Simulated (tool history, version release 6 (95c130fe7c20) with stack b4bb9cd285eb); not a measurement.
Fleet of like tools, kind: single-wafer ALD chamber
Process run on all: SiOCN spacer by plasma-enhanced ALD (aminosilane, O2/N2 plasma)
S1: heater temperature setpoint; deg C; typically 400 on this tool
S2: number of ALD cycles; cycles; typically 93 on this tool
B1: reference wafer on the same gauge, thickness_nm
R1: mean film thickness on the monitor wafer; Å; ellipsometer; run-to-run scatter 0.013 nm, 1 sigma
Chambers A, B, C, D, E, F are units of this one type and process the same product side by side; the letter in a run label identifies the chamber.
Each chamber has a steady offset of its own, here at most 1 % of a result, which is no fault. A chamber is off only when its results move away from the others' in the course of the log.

run   hour   S1   S2      B1      R1
 1A    4.0  400   93  6.3222  55.992
 2E    9.9  400   93  6.3179  56.186
 3D   16.7  400   93  6.3185  55.792
 4C   24.8  400   93  6.3185  56.086
 5B   32.9  400   93  6.3214  55.991
 6F   36.5  400   93  6.3168  56.242
 7D   41.5  400   93  6.3205  55.772
 8A   45.9  400   93  6.3206  56.147
 9F   51.8  400   93  6.3204  56.032
10C   55.9  400   93  6.3207  56.332
11E   63.1  400   93  6.3202  56.182
12B   67.8  400   93  6.3174  55.750
13F   74.2  400   93  6.3156  56.251
14E   79.2  400   93  6.3186  55.826
15C   84.3  400   93  6.3204  56.536
      85.6  -- chamber D: thermocouple changed; heater temperature recalibrated
16D   90.9  400   93  6.3252  55.835
17A   94.6  400   93  6.3208  56.097
18B  101.8  400   93  6.3195  55.851
19C  106.0  400   93  6.3170  56.381
20B  113.9  400   93  6.3205  55.879
21E  118.0  400   93  6.3182  55.667
22A  122.2  400   93  6.3212  56.207
23F  127.9  388   99  6.3186  59.872
24D  131.8  388   99  6.3214  59.605
25D  136.7  388   99  6.3193  59.499
26A  144.1  388   99  6.3197  59.734
27E  148.6  388   99  6.3160  59.595
28B  156.3  388   99  6.3177  59.353
29C  162.4  400   93  6.3184  56.335
30F  166.5  400   93  6.3174  55.943
31E  172.8  400   93  6.3227  55.302
32D  176.9  400   93  6.3217  55.968
     178.5  -- chamber C: thermocouple changed; heater temperature recalibrated
33F  183.4  400   93  6.3204  56.347
34B  190.6  400   93  6.3238  55.703
35C  194.4  400  111  6.3177  66.928
36A  202.5  400  111  6.3148  66.946
37B  206.6  400  111  6.3222  66.269
38C  214.1  400  111  6.3202  67.258
39A  217.8  400  111  6.3213  67.176
40D  223.8  400  111  6.3199  66.263
41F  228.2  400   93  6.3169  56.195
42E  231.9  406  107  6.3170  62.211
43C  238.2  406  107  6.3163  63.498
44D  243.6  406  107  6.3234  62.987

Next, every chamber runs the same settings. What will each give?
45A  249.4  400  93       ?
45B  249.4  400  93       ?
45C  249.4  400  93       ?
45D  249.4  400  93       ?
45E  249.4  400  93       ?
45F  249.4  400  93       ?

run      R1
45A  56.159
45B  55.738
45C  56.008
45D  55.764
45E  55.006
45F  56.167
